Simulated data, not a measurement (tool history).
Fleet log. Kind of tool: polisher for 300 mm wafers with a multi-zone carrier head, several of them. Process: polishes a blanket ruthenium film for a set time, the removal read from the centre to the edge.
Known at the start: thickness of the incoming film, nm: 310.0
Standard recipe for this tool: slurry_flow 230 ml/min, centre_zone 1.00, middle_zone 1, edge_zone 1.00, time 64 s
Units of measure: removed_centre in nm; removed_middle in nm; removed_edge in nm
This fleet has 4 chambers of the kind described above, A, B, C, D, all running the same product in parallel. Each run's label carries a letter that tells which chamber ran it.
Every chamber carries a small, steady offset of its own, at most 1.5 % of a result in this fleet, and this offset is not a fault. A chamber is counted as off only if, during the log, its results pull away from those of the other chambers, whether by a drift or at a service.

| run | hour | slurry_flow | centre_zone | middle_zone | edge_zone | time | wafers polished on this pad | hours since the slurry nozzle was cleaned | hours since the centre zone pressure was calibrated | hours since the edge zone pressure was calibrated | removed_centre | removed_middle | removed_edge |
|---|---|---|---|---|---|---|---|---|---|---|---|---|---|
| 1D | 8.9 | 230 | 1.00 | 1 | 1.00 | 64 | 854 | 57.4 | 812.1 | 582.4 | 88.444 | 88.772 | 90.102 |
|  | 17.0 | chamber D: worn pad replaced by a new one |
| 2C | 17.7 | 230 | 1.00 | 1 | 1.00 | 64 | 1113 | 227.4 | 448.5 | 823.4 | 86.893 | 89.711 | 88.724 |
|  | 19.6 | chamber C: worn pad replaced by a new one |
| 3A | 26.1 | 230 | 1.00 | 1 | 1.00 | 64 | 809 | 558.7 | 258.4 | 1239.8 | 87.450 | 89.650 | 90.062 |
|  | 28.9 | chamber C: edge zone pressure recalibrated |
| 4B | 39.1 | 230 | 1.00 | 1 | 1.00 | 64 | 1264 | 657.2 | 129.5 | 82.2 | 87.890 | 89.514 | 89.174 |
| 5C | 49.3 | 230 | 1.00 | 1 | 1.00 | 64 | 349 | 259.0 | 480.1 | 20.5 | 87.360 | 88.913 | 89.596 |
|  | 51.2 | chamber A: worn pad replaced by a new one |
| 6B | 57.0 | 230 | 1.00 | 1 | 1.00 | 64 | 1474 | 675.1 | 147.4 | 100.1 | 89.187 | 89.952 | 88.552 |
|  | 63.8 | chamber A: slurry nozzle cleaned |
| 7D | 64.4 | 230 | 1.00 | 1 | 0.88 | 78 | 557 | 112.9 | 867.6 | 637.9 | 107.870 | 107.980 | 102.020 |
| 8A | 72.4 | 230 | 1.00 | 1 | 0.88 | 78 | 249 | 8.6 | 304.7 | 1286.1 | 108.300 | 108.770 | 102.290 |
| 9B | 79.3 | 230 | 1.00 | 1 | 0.88 | 78 | 1736 | 697.4 | 169.7 | 122.4 | 106.420 | 105.860 | 102.140 |
| 10D | 90.6 | 230 | 1.00 | 1 | 0.88 | 78 | 864 | 139.1 | 893.8 | 664.1 | 108.550 | 109.130 | 101.340 |
|  | 93.3 | chamber D: worn pad replaced by a new one |
| 11C | 101.7 | 230 | 1.00 | 1 | 1.00 | 64 | 964 | 311.4 | 532.5 | 72.9 | 89.152 | 90.015 | 87.800 |
|  | 106.7 | chamber A: edge zone pressure recalibrated |
|  | 107.9 | chamber C: worn pad replaced by a new one |
| 12A | 110.7 | 230 | 1.00 | 1 | 1.00 | 64 | 698 | 46.9 | 343.0 | 4.1 | 90.185 | 88.952 | 86.435 |
| 13C | 125.0 | 230 | 1.00 | 1 | 1.00 | 64 | 201 | 334.7 | 555.8 | 96.2 | 88.923 | 90.685 | 85.872 |
| 14B | 138.5 | 230 | 1.09 | 1 | 1.00 | 64 | 2431 | 756.6 | 228.9 | 181.6 | 94.122 | 85.266 | 86.937 |
|  | 142.5 | chamber A: worn pad replaced by a new one |
| 15A | 152.8 | 230 | 1.09 | 1 | 1.00 | 64 | 120 | 89.0 | 385.1 | 46.2 | 97.909 | 90.036 | 89.010 |
|  | 161.8 | chamber C: slurry nozzle cleaned |
| 16D | 166.2 | 230 | 1.09 | 1 | 1.00 | 64 | 855 | 214.7 | 969.4 | 739.7 | 97.645 | 90.441 | 89.436 |
|  | 177.7 | chamber D: worn pad replaced by a new one |
| 17C | 181.3 | 230 | 1.09 | 1 | 1.00 | 64 | 862 | 19.6 | 612.1 | 152.5 | 97.818 | 90.072 | 88.085 |
|  | 185.9 | chamber C: worn pad replaced by a new one |
| 18D | 194.6 | 230 | 1.00 | 1 | 1.00 | 64 | 199 | 243.1 | 997.8 | 768.1 | 90.352 | 88.824 | 88.832 |
| 19B | 206.6 | 230 | 1.00 | 1 | 1.00 | 64 | 3230 | 824.7 | 297.0 | 249.7 | 84.986 | 84.582 | 85.246 |
| 20A | 218.2 | 230 | 1.00 | 1 | 1.00 | 64 | 888 | 154.4 | 450.5 | 111.6 | 89.259 | 88.172 | 89.561 |
|  | 224.4 | chamber A: worn pad replaced by a new one |
| 21A | 229.2 | 230 | 1.00 | 1 | 1.00 | 64 | 56 | 165.4 | 461.5 | 122.6 | 88.321 | 87.950 | 87.707 |
|  | 232.7 | chamber D: edge zone pressure recalibrated |
|  | 238.0 | chamber B: slurry nozzle cleaned |
| 22D | 243.4 | 230 | 1.00 | 1 | 1.00 | 64 | 771 | 291.9 | 1046.6 | 10.8 | 90.470 | 89.531 | 87.512 |
| 23C | 256.5 | 230 | 1.00 | 1 | 1.00 | 64 | 828 | 94.8 | 687.3 | 227.7 | 89.260 | 88.348 | 88.727 |
|  | 263.5 | chamber C: worn pad replaced by a new one |
| 24B | 266.9 | 230 | 1.00 | 1 | 1.00 | 64 | 3938 | 29.0 | 357.3 | 310.0 | 83.749 | 82.752 | 81.316 |
|  | 271.2 | chamber D: worn pad replaced by a new one |
| 25A | 274.9 | 230 | 1.00 | 1 | 1.00 | 64 | 593 | 211.1 | 507.2 | 168.3 | 88.478 | 89.187 | 89.604 |
| 26C | 287.8 | 230 | 1.00 | 1 | 1.00 | 64 | 286 | 126.1 | 718.6 | 259.0 | 88.099 | 90.446 | 87.162 |
| 27D | 298.6 | 230 | 1.00 | 1 | 1.00 | 64 | 321 | 347.1 | 1101.8 | 66.0 | 90.115 | 88.762 | 88.386 |
|  | 300.2 | chamber A: worn pad replaced by a new one |
| 28B | 307.1 | 260 | 1.00 | 1 | 1.10 | 64 | 4410 | 69.2 | 397.5 | 350.2 | 83.467 | 84.738 | 87.533 |
| 29D | 317.9 | 260 | 1.00 | 1 | 1.10 | 64 | 548 | 366.4 | 1121.1 | 85.3 | 92.537 | 91.392 | 95.320 |
| 30A | 329.1 | 260 | 1.00 | 1 | 1.10 | 64 | 339 | 265.3 | 561.4 | 222.5 | 89.958 | 90.827 | 93.176 |
| 31C | 337.8 | 260 | 1.00 | 1 | 1.10 | 64 | 873 | 176.1 | 768.6 | 309.0 | 89.394 | 91.623 | 93.068 |
| 32B | 345.1 | 230 | 1.00 | 1 | 1.00 | 64 | 4856 | 107.2 | 435.5 | 388.2 | 81.019 | 80.675 | 82.037 |
|  | 350.4 | chamber C: worn pad replaced by a new one |
| 33A | 356.1 | 230 | 1.00 | 1 | 1.00 | 64 | 656 | 292.3 | 588.4 | 249.5 | 86.557 | 89.590 | 87.765 |
| 34C | 364.3 | 230 | 0.89 | 1 | 1.00 | 64 | 163 | 202.6 | 795.1 | 335.5 | 78.308 | 89.462 | 88.764 |
|  | 366.1 | chamber D: worn pad replaced by a new one |
|  | 368.7 | chamber B: centre zone pressure recalibrated |
| 35D | 375.5 | 230 | 0.89 | 1 | 1.00 | 64 | 111 | 424.0 | 1178.7 | 142.9 | 79.995 | 88.548 | 89.608 |
| 36B | 388.3 | 230 | 0.89 | 1 | 1.00 | 64 | 5363 | 150.4 | 19.7 | 431.4 | 70.623 | 80.403 | 80.330 |
|  | 392.8 | chamber A: worn pad replaced by a new one |
|  | 401.8 | chamber A: centre zone pressure recalibrated |
| 37D | 402.1 | 230 | 0.89 | 1 | 1.00 | 64 | 423 | 450.6 | 1205.3 | 169.5 | 78.411 | 88.564 | 89.239 |
| 38A | 409.8 | 230 | 1.00 | 1 | 1.00 | 64 | 199 | 346.0 | 8.0 | 303.2 | 87.091 | 88.851 | 89.000 |
| 39C | 421.2 | 230 | 1.00 | 1 | 1.00 | 64 | 831 | 259.5 | 852.0 | 392.4 | 88.802 | 88.094 | 89.183 |

Is one chamber off against the others, does the gauge drift, or is nothing wrong? If a chamber is off, say which, and what the likeliest cause is.

Little by little, chamber B moves away from the other chambers.
What lies behind it: removal rate lost through wear of the pad, % = 11.5.

Which of the 4 candidates below, each the usual settings with something changed and its results left as question marks, puts chamber B back in line with what the other chambers give on the usual settings?
A result is in line if it is within this distance of the other chambers' mean on the usual settings: removed_centre 3.900 nm; removed_middle 3.200 nm; removed_edge 3.700 nm
| 40B-1 | 432.0 | 225 | 1.01 | 0.99 | 1.00 | 57 |  |  |  |  | ? | ? | ? |
| 40B-2 | 432.0 | 230 | 1.00 | 1.00 | 1.00 | 61 |  |  |  |  | ? | ? | ? |
| 40B-3 | 432.0 | 230 | 1.00 | 1.00 | 1.00 | 67 |  |  |  |  | ? | ? | ? |
| 40B-4 | 432.0 | 235 | 1.00 | 1.01 | 1.00 | 72 |  |  |  |  | ? | ? | ? |

Other chambers, usual settings, mean: removed_centre 88.823 nm; removed_middle 89.356 nm; removed_edge 88.801 nm
| run | removed_centre | removed_middle | removed_edge |
|---|---|---|---|
| 40B-1 | 70.644 | 68.980 | 69.964 |
| 40B-2 | 75.006 | 74.704 | 75.018 |
| 40B-3 | 82.384 | 82.052 | 82.397 |
| 40B-4 | 88.800 | 89.208 | 88.709 |
40B-4 brings the chamber back in line.
